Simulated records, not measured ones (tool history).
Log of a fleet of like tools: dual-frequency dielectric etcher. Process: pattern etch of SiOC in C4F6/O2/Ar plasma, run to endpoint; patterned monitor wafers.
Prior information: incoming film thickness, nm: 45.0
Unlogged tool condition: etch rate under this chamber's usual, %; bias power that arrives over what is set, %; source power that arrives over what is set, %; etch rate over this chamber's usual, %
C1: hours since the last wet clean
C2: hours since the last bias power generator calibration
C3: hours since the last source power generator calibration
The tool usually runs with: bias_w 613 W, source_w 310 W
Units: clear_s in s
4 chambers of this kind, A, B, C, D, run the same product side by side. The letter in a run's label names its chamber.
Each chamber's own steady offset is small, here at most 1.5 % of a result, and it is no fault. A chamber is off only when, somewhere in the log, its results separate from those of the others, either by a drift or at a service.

run 1B hour=10.1 | bias_w=613 source_w=310 | C1=554.7 C2=2167.3 C3=1076.0 | clear_s=15.348
run 2C hour=17.3 | bias_w=613 source_w=310 | C1=156.9 C2=667.7 C3=689.0 | clear_s=15.413
run 3A hour=25.8 | bias_w=613 source_w=310 | C1=238.1 C2=339.5 C3=3242.7 | clear_s=15.675
run 4D hour=40.8 | bias_w=613 source_w=310 | C1=501.7 C2=1005.2 C3=1833.5 | clear_s=15.391
-- hour=52.6 chamber D: wet clean of the chamber
run 5A hour=53.4 | bias_w=613 source_w=310 | C1=265.7 C2=367.1 C3=3270.3 | clear_s=15.594
run 6C hour=64.3 | bias_w=718 source_w=380 | C1=203.9 C2=714.7 C3=736.0 | clear_s=13.375
run 7B hour=78.4 | bias_w=718 source_w=380 | C1=623.0 C2=2235.6 C3=1144.3 | clear_s=13.546
run 8D hour=93.7 | bias_w=718 source_w=380 | C1=41.2 C2=1058.1 C3=1886.4 | clear_s=13.496
run 9A hour=100.9 | bias_w=718 source_w=380 | C1=313.2 C2=414.6 C3=3317.8 | clear_s=13.597
-- hour=107.6 chamber B: wet clean of the chamber
run 10C hour=110.2 | bias_w=613 source_w=310 | C1=249.8 C2=760.6 C3=781.9 | clear_s=15.246
run 11B hour=117.9 | bias_w=535 source_w=310 | C1=10.4 C2=2275.1 C3=1183.8 | clear_s=16.209
run 12D hour=131.8 | bias_w=535 source_w=310 | C1=79.3 C2=1096.2 C3=1924.5 | clear_s=16.285
run 13D hour=142.1 | bias_w=535 source_w=310 | C1=89.6 C2=1106.5 C3=1934.8 | clear_s=16.298
run 14B hour=150.1 | bias_w=535 source_w=310 | C1=42.6 C2=2307.3 C3=1216.0 | clear_s=16.258
run 15C hour=165.0 | bias_w=613 source_w=310 | C1=304.6 C2=815.4 C3=836.7 | clear_s=15.336
-- hour=175.4 chamber A: source power generator calibrated
run 16A hour=177.2 | bias_w=613 source_w=310 | C1=389.5 C2=490.9 C3=1.9 | clear_s=15.574
run 17D hour=185.1 | bias_w=613 source_w=370 | C1=132.6 C2=1149.5 C3=1977.8 | clear_s=14.392
run 18C hour=192.8 | bias_w=613 source_w=370 | C1=332.4 C2=843.2 C3=864.5 | clear_s=14.343
run 19A hour=205.6 | bias_w=613 source_w=370 | C1=417.9 C2=519.3 C3=30.3 | clear_s=14.757
run 20B hour=216.2 | bias_w=613 source_w=370 | C1=108.7 C2=2373.4 C3=1282.1 | clear_s=14.456
run 21B hour=227.6 | bias_w=613 source_w=310 | C1=120.1 C2=2384.8 C3=1293.5 | clear_s=15.304
run 22C hour=237.1 | bias_w=613 source_w=310 | C1=376.7 C2=887.5 C3=908.8 | clear_s=15.310
run 23A hour=244.5 | bias_w=613 source_w=310 | C1=456.8 C2=558.2 C3=69.2 | clear_s=15.833
-- hour=251.0 chamber C: wet clean of the chamber
run 24D hour=254.2 | bias_w=613 source_w=310 | C1=201.7 C2=1218.6 C3=2046.9 | clear_s=15.442
run 25C hour=268.6 | bias_w=613 source_w=310 | C1=17.6 C2=919.0 C3=940.3 | clear_s=15.296
run 26D hour=280.5 | bias_w=613 source_w=310 | C1=228.0 C2=1244.9 C3=2073.2 | clear_s=15.441
run 27B hour=293.6 | bias_w=613 source_w=310 | C1=186.1 C2=2450.8 C3=1359.5 | clear_s=15.310
run 28A hour=306.2 | bias_w=613 source_w=310 | C1=518.5 C2=619.9 C3=130.9 | clear_s=15.851
run 29D hour=315.1 | bias_w=613 source_w=310 | C1=262.6 C2=1279.5 C3=2107.8 | clear_s=15.394
-- hour=316.9 chamber B: bias power generator calibrated
run 30B hour=323.5 | bias_w=613 source_w=310 | C1=216.0 C2=6.6 C3=1389.4 | clear_s=15.449
run 31C hour=337.6 | bias_w=613 source_w=310 | C1=86.6 C2=988.0 C3=1009.3 | clear_s=15.401
run 32A hour=345.8 | bias_w=613 source_w=310 | C1=558.1 C2=659.5 C3=170.5 | clear_s=15.977
run 33C hour=359.4 | bias_w=613 source_w=310 | C1=108.4 C2=1009.8 C3=1031.1 | clear_s=15.362
run 34A hour=371.9 | bias_w=613 source_w=310 | C1=584.2 C2=685.6 C3=196.6 | clear_s=15.870
run 35D hour=381.2 | bias_w=613 source_w=310 | C1=328.7 C2=1345.6 C3=2173.9 | clear_s=15.511
run 36B hour=395.3 | bias_w=613 source_w=310 | C1=287.8 C2=78.4 C3=1461.2 | clear_s=15.401
run 37C hour=408.8 | bias_w=613 source_w=310 | C1=157.8 C2=1059.2 C3=1080.5 | clear_s=15.378
run 38A hour=420.1 | bias_w=613 source_w=310 | C1=632.4 C2=733.8 C3=244.8 | clear_s=15.942

What goes on in this fleet: one chamber off, a drifting gauge, or nothing beyond the chambers' own small offsets? Name the chamber and the cause, if any.

It is chamber A that slowly wanders off from its peers.
Cause: etch rate under this chamber's usual, % = 2.65.

Here are 4 candidates for chamber A's next run, each the usual settings with a change, their results left as question marks. Which one brings its results back in line with what the others give on the usual settings?
Maximum distance from the other chambers' mean on the usual settings for a result to count as in line: clear_s 0.190 s
run 39A-1 hour=431.5 | bias_w=646 source_w=330 | clear_s=?
run 39A-2 hour=431.5 | bias_w=583 source_w=290 | clear_s=?
run 39A-3 hour=431.5 | bias_w=613 source_w=300 | clear_s=?
run 39A-4 hour=431.5 | bias_w=626 source_w=320 | clear_s=?

Usual-settings mean across the other chambers: clear_s 15.374 s
run=39A-1 clear_s=15.317
run=39A-2 clear_s=16.692
run=39A-3 clear_s=16.176
run=39A-4 clear_s=15.676
39A-1 brings the chamber back in line.

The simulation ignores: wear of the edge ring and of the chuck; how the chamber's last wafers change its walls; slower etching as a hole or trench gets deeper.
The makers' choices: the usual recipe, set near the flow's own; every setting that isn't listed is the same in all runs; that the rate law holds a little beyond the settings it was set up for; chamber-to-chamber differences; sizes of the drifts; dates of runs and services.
